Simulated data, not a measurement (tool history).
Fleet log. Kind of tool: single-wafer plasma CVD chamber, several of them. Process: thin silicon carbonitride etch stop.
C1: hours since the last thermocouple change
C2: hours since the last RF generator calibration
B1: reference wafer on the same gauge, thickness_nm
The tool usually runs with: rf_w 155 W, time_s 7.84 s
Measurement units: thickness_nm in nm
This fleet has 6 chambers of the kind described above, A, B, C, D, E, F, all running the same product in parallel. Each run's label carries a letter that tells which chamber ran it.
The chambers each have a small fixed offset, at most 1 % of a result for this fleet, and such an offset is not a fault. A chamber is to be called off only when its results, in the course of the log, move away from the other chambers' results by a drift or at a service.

{"run": "1C", "hour": 3.6, "rf_w": 155, "time_s": 7.84, "C1": 698.2, "C2": 1987.4, "B1": 4.0332, "thickness_nm": 4.1509}
{"run": "2F", "hour": 5.7, "rf_w": 155, "time_s": 7.84, "C1": 936.1, "C2": 796.2, "B1": 4.0314, "thickness_nm": 4.1215}
{"hour": 8.2, "done": "chamber F: RF generator calibrated"}
{"run": "3A", "hour": 9.7, "rf_w": 155, "time_s": 7.84, "C1": 1354.1, "C2": 1140.8, "B1": 4.0313, "thickness_nm": 4.1586}
{"run": "4B", "hour": 12.8, "rf_w": 155, "time_s": 7.84, "C1": 1277.6, "C2": 964.9, "B1": 4.0345, "thickness_nm": 4.1259}
{"run": "5E", "hour": 16.6, "rf_w": 155, "time_s": 7.84, "C1": 552, "C2": 1315.1, "B1": 4.0348, "thickness_nm": 4.1484}
{"run": "6D", "hour": 20.9, "rf_w": 155, "time_s": 7.84, "C1": 647.4, "C2": 805.9, "B1": 4.0341, "thickness_nm": 4.1042}
{"run": "7C", "hour": 24.9, "rf_w": 155, "time_s": 7.84, "C1": 719.5, "C2": 2008.7, "B1": 4.0362, "thickness_nm": 4.164}
{"run": "8D", "hour": 27.7, "rf_w": 155, "time_s": 7.84, "C1": 654.2, "C2": 812.7, "B1": 4.0351, "thickness_nm": 4.0991}
{"run": "9A", "hour": 30.2, "rf_w": 180, "time_s": 8.94, "C1": 1374.6, "C2": 1161.3, "B1": 4.0355, "thickness_nm": 4.9519}
{"run": "10E", "hour": 34.5, "rf_w": 180, "time_s": 8.94, "C1": 569.9, "C2": 1333, "B1": 4.0355, "thickness_nm": 4.9626}
{"run": "11B", "hour": 38.5, "rf_w": 180, "time_s": 8.94, "C1": 1303.3, "C2": 990.6, "B1": 4.0367, "thickness_nm": 4.9215}
{"run": "12F", "hour": 41.5, "rf_w": 180, "time_s": 8.94, "C1": 971.9, "C2": 33.3, "B1": 4.0391, "thickness_nm": 4.9202}
{"run": "13C", "hour": 46.0, "rf_w": 180, "time_s": 8.94, "C1": 740.6, "C2": 2029.8, "B1": 4.0391, "thickness_nm": 4.9625}
{"run": "14B", "hour": 50.5, "rf_w": 180, "time_s": 8.94, "C1": 1315.3, "C2": 1002.6, "B1": 4.0403, "thickness_nm": 4.9355}
{"run": "15D", "hour": 54.4, "rf_w": 155, "time_s": 7.84, "C1": 680.9, "C2": 839.4, "B1": 4.0408, "thickness_nm": 4.1152}
{"run": "16F", "hour": 57.3, "rf_w": 155, "time_s": 7.84, "C1": 987.7, "C2": 49.1, "B1": 4.0411, "thickness_nm": 4.1258}
{"run": "17A", "hour": 61.7, "rf_w": 155, "time_s": 7.84, "C1": 1406.1, "C2": 1192.8, "B1": 4.0411, "thickness_nm": 4.1741}
{"run": "18E", "hour": 65.6, "rf_w": 155, "time_s": 7.84, "C1": 601, "C2": 1364.1, "B1": 4.0423, "thickness_nm": 4.1642}
{"run": "19B", "hour": 69.3, "rf_w": 155, "time_s": 7.84, "C1": 1334.1, "C2": 1021.4, "B1": 4.0434, "thickness_nm": 4.1272}
{"run": "20E", "hour": 73.5, "rf_w": 155, "time_s": 7.84, "C1": 608.9, "C2": 1372, "B1": 4.0439, "thickness_nm": 4.147}
{"run": "21F", "hour": 76.0, "rf_w": 155, "time_s": 7.84, "C1": 1006.4, "C2": 67.8, "B1": 4.0464, "thickness_nm": 4.1257}
{"run": "22C", "hour": 79.7, "rf_w": 155, "time_s": 7.84, "C1": 774.3, "C2": 2063.5, "B1": 4.0444, "thickness_nm": 4.1668}
{"run": "23A", "hour": 82.5, "rf_w": 155, "time_s": 7.84, "C1": 1426.9, "C2": 1213.6, "B1": 4.0446, "thickness_nm": 4.1587}
{"run": "24D", "hour": 84.5, "rf_w": 155, "time_s": 7.84, "C1": 711, "C2": 869.5, "B1": 4.0477, "thickness_nm": 4.124}
{"run": "25C", "hour": 88.5, "rf_w": 155, "time_s": 7.84, "C1": 783.1, "C2": 2072.3, "B1": 4.0459, "thickness_nm": 4.1537}
{"run": "26D", "hour": 91.4, "rf_w": 155, "time_s": 7.84, "C1": 717.9, "C2": 876.4, "B1": 4.0476, "thickness_nm": 4.1181}
{"run": "27A", "hour": 93.4, "rf_w": 155, "time_s": 7.84, "C1": 1437.8, "C2": 1224.5, "B1": 4.0481, "thickness_nm": 4.1731}
{"run": "28B", "hour": 95.9, "rf_w": 155, "time_s": 7.84, "C1": 1360.7, "C2": 1048, "B1": 4.0479, "thickness_nm": 4.1281}
{"run": "29F", "hour": 98.4, "rf_w": 180, "time_s": 9.1, "C1": 1028.8, "C2": 90.2, "B1": 4.0495, "thickness_nm": 5.0226}
{"run": "30E", "hour": 100.8, "rf_w": 180, "time_s": 9.1, "C1": 636.2, "C2": 1399.3, "B1": 4.0482, "thickness_nm": 5.0666}
{"run": "31C", "hour": 104.7, "rf_w": 180, "time_s": 9.1, "C1": 799.3, "C2": 2088.5, "B1": 4.0501, "thickness_nm": 5.0631}
{"run": "32E", "hour": 107.3, "rf_w": 180, "time_s": 9.1, "C1": 642.7, "C2": 1405.8, "B1": 4.0502, "thickness_nm": 5.0472}
{"run": "33F", "hour": 109.9, "rf_w": 180, "time_s": 9.1, "C1": 1040.3, "C2": 101.7, "B1": 4.0508, "thickness_nm": 5.0263}
{"run": "34B", "hour": 114.4, "rf_w": 180, "time_s": 9.1, "C1": 1379.2, "C2": 1066.5, "B1": 4.053, "thickness_nm": 5.0455}
{"run": "35A", "hour": 117.6, "rf_w": 155, "time_s": 7.84, "C1": 1462, "C2": 1248.7, "B1": 4.0514, "thickness_nm": 4.1764}
{"run": "36D", "hour": 120.1, "rf_w": 155, "time_s": 7.84, "C1": 746.6, "C2": 905.1, "B1": 4.0526, "thickness_nm": 4.1297}
{"run": "37F", "hour": 122.5, "rf_w": 155, "time_s": 7.84, "C1": 1052.9, "C2": 114.3, "B1": 4.0525, "thickness_nm": 4.1458}
{"run": "38C", "hour": 124.7, "rf_w": 155, "time_s": 7.84, "C1": 819.3, "C2": 2108.5, "B1": 4.0543, "thickness_nm": 4.1726}
{"run": "39D", "hour": 128.7, "rf_w": 155, "time_s": 7.84, "C1": 755.2, "C2": 913.7, "B1": 4.0544, "thickness_nm": 4.1138}
{"run": "40A", "hour": 132.0, "rf_w": 145, "time_s": 7.84, "C1": 1476.4, "C2": 1263.1, "B1": 4.055, "thickness_nm": 4.0818}
{"run": "41B", "hour": 134.3, "rf_w": 145, "time_s": 7.84, "C1": 1399.1, "C2": 1086.4, "B1": 4.058, "thickness_nm": 4.0685}
{"run": "42E", "hour": 136.8, "rf_w": 145, "time_s": 7.84, "C1": 672.2, "C2": 1435.3, "B1": 4.0553, "thickness_nm": 4.0933}

Is one chamber off against the others, does the gauge drift, or is nothing wrong? If a chamber is off, say which, and what the likeliest cause is.

It is the gauge, not a chamber: its drift shows up in every chamber's results at once, and no chamber is off.
Most likely cause: gauge reads high (%) = 0.661.
